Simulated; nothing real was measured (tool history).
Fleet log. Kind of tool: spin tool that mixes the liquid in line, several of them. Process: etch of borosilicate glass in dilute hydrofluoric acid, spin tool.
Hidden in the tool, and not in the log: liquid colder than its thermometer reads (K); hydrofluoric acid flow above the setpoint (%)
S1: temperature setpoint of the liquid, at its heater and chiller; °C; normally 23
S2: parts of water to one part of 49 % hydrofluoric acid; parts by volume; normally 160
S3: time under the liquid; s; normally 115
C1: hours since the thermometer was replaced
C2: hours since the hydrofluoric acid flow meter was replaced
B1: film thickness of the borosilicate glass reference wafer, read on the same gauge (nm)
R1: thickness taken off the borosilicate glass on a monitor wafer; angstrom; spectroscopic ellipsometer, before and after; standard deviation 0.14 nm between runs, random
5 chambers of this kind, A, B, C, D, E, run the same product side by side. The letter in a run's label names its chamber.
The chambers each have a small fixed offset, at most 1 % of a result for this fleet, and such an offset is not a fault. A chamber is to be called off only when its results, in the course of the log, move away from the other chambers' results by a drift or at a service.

run	hour	S1	S2	S3	C1	C2	B1	R1
1B	4.9	23	160	115	824.5	334.7	120	185.96
2E	9.3	23	160	115	1606.5	358.1	120.01	185.72
3C	12.9	23	160	115	39.3	549.4	120.01	186.29
4D	18.4	23	160	115	174.9	460.6	119.97	189.1
5A	22.9	23	160	115	762.9	562	120	187.04
6D	26.8	23	160	115	183.3	469	120.01	187.24
7C	30.1	23	160	115	56.5	566.6	119.99	187.09
8E	35.4	23	160	115	1632.6	384.2	119.99	184.4
9A	41.1	23	160	115	781.1	580.2	119.98	187.77
10B	46.3	23	160	115	865.9	376.1	120.03	185.62
11A	50.4	23	160	115	790.4	589.5	119.98	187.76
12B	54.6	23	160	115	874.2	384.4	119.99	185.77
13E	61.1	23	160	115	1658.3	409.9	120	187.1
14C	67.1	25.5	160	160	93.5	603.6	119.99	286.04
15D	70.3	25.5	160	160	226.8	512.5	119.95	283.19
16D	76	25.5	160	160	232.5	518.2	120	283.05
17B	81.7	25.5	160	160	901.3	411.5	120.02	275.65
18C	84.8	25.5	160	160	111.2	621.3	120.01	284.95
19A	88.3	23	160	115	828.3	627.4	119.97	188.9
20E	94.7	23	160	115	1691.9	443.5	120	187.98
21C	99.1	23	100	145	125.5	635.6	120.02	400.03
22A	103.9	23	100	145	843.9	643	119.99	405.21
23B	107.9	23	100	145	927.5	437.7	120.01	376.43
24E	111.9	23	100	145	1709.1	460.7	120.01	399.57
25D	115.8	23	100	145	272.3	558	120.01	401.51
26C	120.7	23	160	115	147.1	657.2	119.98	188.05
27A	125.5	23	160	115	865.5	664.6	119.99	185.58
28B	132.1	23	160	115	951.7	461.9	120	171.79
29D	136.3	23	160	115	292.8	578.5	119.97	185.78
30E	139.8	23	160	115	1737	488.6	120.04	186.8
31D	144	23	160	115	300.5	586.2	120	185.89
32A	147.3	23	160	115	887.3	686.4	120	185.97
33B	150.8	23	160	115	970.4	480.6	120.01	170.37
34E	155.5	18	190	115	1752.7	504.3	120	125.32
35C	160.1	18	190	115	186.5	696.6	120	127.38
36A	163.4	18	190	115	903.4	702.5	120	125.04

Predict what each chamber gives when all 5 of them run the settings below next.
37A	168.4	23	160	115				?
37B	168.4	23	160	115				?
37C	168.4	23	160	115				?
37D	168.4	23	160	115				?
37E	168.4	23	160	115				?

run	R1
37A	189.08
37B	165.82
37C	186.19
37D	185.44
37E	186.69
